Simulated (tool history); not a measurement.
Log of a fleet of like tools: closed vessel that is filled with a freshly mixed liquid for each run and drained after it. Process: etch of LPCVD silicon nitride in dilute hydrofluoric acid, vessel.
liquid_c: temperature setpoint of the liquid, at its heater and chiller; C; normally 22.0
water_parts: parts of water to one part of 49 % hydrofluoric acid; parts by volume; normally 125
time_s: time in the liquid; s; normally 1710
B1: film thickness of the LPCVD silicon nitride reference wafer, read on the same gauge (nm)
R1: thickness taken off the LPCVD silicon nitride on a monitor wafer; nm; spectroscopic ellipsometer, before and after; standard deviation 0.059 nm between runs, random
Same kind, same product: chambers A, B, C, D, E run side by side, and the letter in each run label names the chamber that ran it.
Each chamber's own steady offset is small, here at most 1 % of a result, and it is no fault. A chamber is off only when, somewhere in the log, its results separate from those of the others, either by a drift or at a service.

{"run": "1E", "hour": 3.0, "liquid_c": 22.0, "water_parts": 125, "time_s": 1710, "B1": 100.01, "R1": 6.9402}
{"run": "2C", "hour": 5.5, "liquid_c": 22.0, "water_parts": 125, "time_s": 1710, "B1": 100.03, "R1": 6.7423}
{"run": "3A", "hour": 9.1, "liquid_c": 22.0, "water_parts": 125, "time_s": 1710, "B1": 99.991, "R1": 6.8576}
{"run": "4D", "hour": 12.8, "liquid_c": 22.0, "water_parts": 125, "time_s": 1710, "B1": 100.01, "R1": 6.9394}
{"run": "5B", "hour": 17.0, "liquid_c": 22.0, "water_parts": 125, "time_s": 1710, "B1": 100.01, "R1": 6.8434}
{"run": "6A", "hour": 21.9, "liquid_c": 22.0, "water_parts": 125, "time_s": 1710, "B1": 100.02, "R1": 6.9142}
{"run": "7D", "hour": 26.6, "liquid_c": 22.0, "water_parts": 175, "time_s": 1710, "B1": 99.949, "R1": 5.0076}
{"run": "8C", "hour": 31.9, "liquid_c": 22.0, "water_parts": 175, "time_s": 1710, "B1": 99.985, "R1": 4.8321}
{"run": "9B", "hour": 34.3, "liquid_c": 22.0, "water_parts": 175, "time_s": 1710, "B1": 99.973, "R1": 4.8786}
{"run": "10E", "hour": 37.9, "liquid_c": 22.0, "water_parts": 175, "time_s": 1710, "B1": 99.98, "R1": 4.8848}
{"run": "11A", "hour": 43.0, "liquid_c": 22.0, "water_parts": 175, "time_s": 1710, "B1": 99.995, "R1": 4.9332}
{"run": "12E", "hour": 47.3, "liquid_c": 22.0, "water_parts": 125, "time_s": 1710, "B1": 99.94, "R1": 6.8466}
{"run": "13D", "hour": 51.4, "liquid_c": 22.0, "water_parts": 125, "time_s": 1710, "B1": 100.01, "R1": 6.9994}
{"run": "14B", "hour": 55.6, "liquid_c": 22.0, "water_parts": 125, "time_s": 1710, "B1": 100.02, "R1": 6.7012}
{"run": "15C", "hour": 60.0, "liquid_c": 22.0, "water_parts": 125, "time_s": 1710, "B1": 99.948, "R1": 6.8257}
{"run": "16C", "hour": 64.1, "liquid_c": 22.0, "water_parts": 125, "time_s": 1710, "B1": 100.01, "R1": 6.7949}
{"run": "17A", "hour": 67.4, "liquid_c": 22.0, "water_parts": 80, "time_s": 2320, "B1": 100.01, "R1": 14.517}
{"run": "18E", "hour": 71.3, "liquid_c": 22.0, "water_parts": 80, "time_s": 2320, "B1": 100.01, "R1": 14.448}
{"run": "19B", "hour": 74.8, "liquid_c": 22.0, "water_parts": 80, "time_s": 2320, "B1": 100.01, "R1": 13.675}
{"run": "20D", "hour": 77.1, "liquid_c": 22.0, "water_parts": 80, "time_s": 2320, "B1": 99.985, "R1": 14.728}
{"run": "21E", "hour": 80.8, "liquid_c": 22.0, "water_parts": 80, "time_s": 2320, "B1": 99.991, "R1": 14.323}
{"run": "22C", "hour": 83.3, "liquid_c": 22.0, "water_parts": 125, "time_s": 1710, "B1": 99.985, "R1": 6.8115}
{"run": "23A", "hour": 86.3, "liquid_c": 22.0, "water_parts": 125, "time_s": 1710, "B1": 99.988, "R1": 6.8896}
{"run": "24D", "hour": 91.3, "liquid_c": 22.0, "water_parts": 125, "time_s": 1710, "B1": 100.02, "R1": 6.8814}
{"run": "25B", "hour": 94.8, "liquid_c": 22.0, "water_parts": 125, "time_s": 1710, "B1": 100.0, "R1": 6.4615}
{"run": "26C", "hour": 98.7, "liquid_c": 22.0, "water_parts": 125, "time_s": 1710, "B1": 100.01, "R1": 6.8887}
{"run": "27D", "hour": 104.1, "liquid_c": 22.0, "water_parts": 125, "time_s": 1710, "B1": 100.01, "R1": 6.8544}
{"run": "28E", "hour": 106.5, "liquid_c": 22.0, "water_parts": 125, "time_s": 1710, "B1": 100.03, "R1": 6.7612}
{"run": "29A", "hour": 109.4, "liquid_c": 22.0, "water_parts": 125, "time_s": 1710, "B1": 100.02, "R1": 6.8166}
{"run": "30B", "hour": 113.1, "liquid_c": 22.0, "water_parts": 125, "time_s": 1710, "B1": 100.0, "R1": 6.3544}
{"run": "31B", "hour": 117.6, "liquid_c": 22.0, "water_parts": 125, "time_s": 1710, "B1": 99.989, "R1": 6.3311}
{"run": "32D", "hour": 122.8, "liquid_c": 22.0, "water_parts": 125, "time_s": 1710, "B1": 100.01, "R1": 6.9903}

Does one chamber stand apart from the rest, does the shared gauge drift, or is all well apart from small per-chamber offsets? Give the chamber and the most likely cause, where there is one.

One chamber, B, drifts off from the rest bit by bit.
Cause: hydrofluoric acid flow below the setpoint (%) = 9.08.
Not necessarily distinguishable in this log from: liquid colder than its thermometer reads (K).

Which of the 4 candidates below, each the usual settings with something changed and its results left as question marks, puts chamber B back in line with what the other chambers give on the usual settings?
In line means no further than this from the other chambers' mean on the usual settings: R1 0.2100 nm
{"run": "33B-1", "hour": 126.6, "liquid_c": 23.5, "water_parts": 125, "time_s": 1710, "R1": "?"}
{"run": "33B-2", "hour": 126.6, "liquid_c": 20.5, "water_parts": 125, "time_s": 1710, "R1": "?"}
{"run": "33B-3", "hour": 126.6, "liquid_c": 22.0, "water_parts": 125, "time_s": 1675, "R1": "?"}
{"run": "33B-4", "hour": 126.6, "liquid_c": 22.0, "water_parts": 125, "time_s": 1745, "R1": "?"}

Mean of the other chambers on the usual settings: R1 6.8589 nm
run=33B-1 R1=6.9245
run=33B-2 R1=5.6850
run=33B-3 R1=6.1477
run=33B-4 R1=6.4046
33B-1 puts the chamber back in line with the other chambers.
